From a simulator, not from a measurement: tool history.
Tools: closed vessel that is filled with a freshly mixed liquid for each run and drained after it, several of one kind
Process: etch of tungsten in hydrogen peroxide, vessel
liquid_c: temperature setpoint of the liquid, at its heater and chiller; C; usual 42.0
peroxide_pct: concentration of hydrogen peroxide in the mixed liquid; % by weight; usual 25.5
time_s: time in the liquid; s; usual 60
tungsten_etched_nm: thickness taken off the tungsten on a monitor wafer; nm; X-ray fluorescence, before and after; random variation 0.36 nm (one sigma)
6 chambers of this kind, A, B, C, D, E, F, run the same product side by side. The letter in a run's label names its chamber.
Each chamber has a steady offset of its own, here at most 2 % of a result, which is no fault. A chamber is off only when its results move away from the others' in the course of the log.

run,hour,liquid_c,peroxide_pct,time_s,hours since the thermometer was replaced,hours since the peroxide flow meter was replaced,hours since the drum of peroxide was connected,"read-back film thickness of the tungsten reference wafer, read on the same gauge (nm)",tungsten_etched_nm
1D,8.6,42.0,25.5,60,2240.0,155.6,153.8,139.97,98.094
2A,16.9,42.0,25.5,60,907.5,347.5,152.6,140.02,97.515
3F,24.2,42.0,25.5,60,34.3,783.7,211.1,140.01,97.531
4C,35.7,42.0,25.5,60,571.5,294.2,91.8,140.01,98.776
# hour 42.1: chamber B: peroxide flow meter replaced
5B,43.7,42.0,25.5,60,416.4,1.7,229.1,140.00,97.860
6E,53.9,42.0,25.5,60,1843.5,697.7,764.9,140.01,98.957
7F,61.5,42.0,25.5,60,71.6,821.0,248.4,140.01,98.390
8A,71.4,42.0,25.5,60,962.0,402.0,207.1,140.00,97.503
9D,82.6,42.0,25.5,60,2314.0,229.6,227.8,140.00,97.777
10C,92.5,42.0,25.5,60,628.3,351.0,148.6,140.00,97.845
# hour 94.0: chamber C: thermometer replaced
11E,100.7,42.0,25.5,60,1890.3,744.5,811.7,139.98,98.899
12B,113.3,42.0,25.5,60,486.0,71.3,298.7,139.99,98.281
# hour 120.6: chamber E: thermometer replaced
13D,124.4,42.0,25.5,60,2355.8,271.4,269.6,139.99,96.958
14F,135.4,42.0,25.5,60,145.5,894.9,322.3,139.99,98.096
# hour 138.5: chamber A: thermometer replaced
15E,146.3,42.0,25.5,60,25.8,790.1,857.3,140.00,98.421
# hour 147.2: chamber D: new drum of peroxide connected
16A,158.8,42.0,25.5,60,20.4,489.4,294.5,140.02,97.512
17C,168.4,42.0,25.5,60,74.5,426.9,224.5,140.00,98.702
18B,177.1,36.5,25.5,60,549.8,135.1,362.5,139.99,67.937
19D,190.6,36.5,25.5,60,2422.0,337.6,43.5,140.00,67.555
20B,199.9,36.5,25.5,60,572.6,157.9,385.3,139.98,67.597
21F,208.1,36.5,25.5,60,218.2,967.6,395.0,139.99,67.929
22E,218.6,36.5,25.5,60,98.1,862.4,929.6,140.03,68.778
23A,228.9,36.5,25.5,60,90.5,559.5,364.6,139.98,68.106
# hour 232.6: chamber F: peroxide flow meter replaced
24C,237.2,42.0,25.5,60,143.3,495.7,293.3,139.99,98.771
25E,251.3,42.0,25.5,60,130.8,895.1,962.3,139.99,97.996
26F,258.1,42.0,25.5,60,268.2,25.6,445.0,140.02,97.597
27B,271.9,42.0,25.5,60,644.6,229.9,457.3,140.01,97.586
28A,278.5,42.0,25.5,60,140.1,609.1,414.2,139.98,97.362
# hour 280.9: chamber B: new drum of peroxide connected
29C,288.1,42.0,25.5,60,194.2,546.6,344.2,139.99,98.458
30D,298.9,42.0,25.5,60,2530.3,445.9,151.8,139.98,96.495
31A,311.2,42.0,25.5,60,172.8,641.8,446.9,139.99,97.311
# hour 311.7: chamber D: thermometer replaced
32F,321.6,42.0,25.5,60,331.7,89.1,508.5,140.02,98.071
33B,332.0,42.0,25.5,80,704.7,290.0,51.1,140.00,129.900
34E,344.5,42.0,25.5,80,224.0,988.3,1055.5,140.02,131.760
35D,357.5,42.0,25.5,80,45.9,504.5,210.4,139.97,128.330
36C,364.4,42.0,25.5,80,270.5,622.9,420.5,140.02,130.910
37C,371.6,42.0,25.5,80,277.7,630.1,427.7,139.98,132.180
# hour 379.1: chamber E: new drum of peroxide connected
38B,385.0,42.0,25.5,80,757.7,343.0,104.1,139.97,130.180
39D,393.8,42.0,25.5,60,82.2,540.8,246.7,140.00,95.580
40F,408.9,42.0,25.5,60,419.0,176.4,595.8,140.00,97.904
41E,416.2,42.0,25.5,60,295.7,1060.0,37.1,139.98,98.531
# hour 425.3: chamber C: peroxide flow meter replaced
42A,427.1,42.0,25.5,60,288.7,757.7,562.8,140.02,97.286
43C,440.1,42.0,25.5,60,346.2,14.8,496.2,140.00,98.214

Next, every chamber runs the same settings. What will each give?
44A,450.9,42.0,25.5,60,,,,,?
44B,450.9,42.0,25.5,60,,,,,?
44C,450.9,42.0,25.5,60,,,,,?
44D,450.9,42.0,25.5,60,,,,,?
44E,450.9,42.0,25.5,60,,,,,?
44F,450.9,42.0,25.5,60,,,,,?

run,tungsten_etched_nm
44A,97.326
44B,97.090
44C,99.182
44D,95.847
44E,98.790
44F,98.365
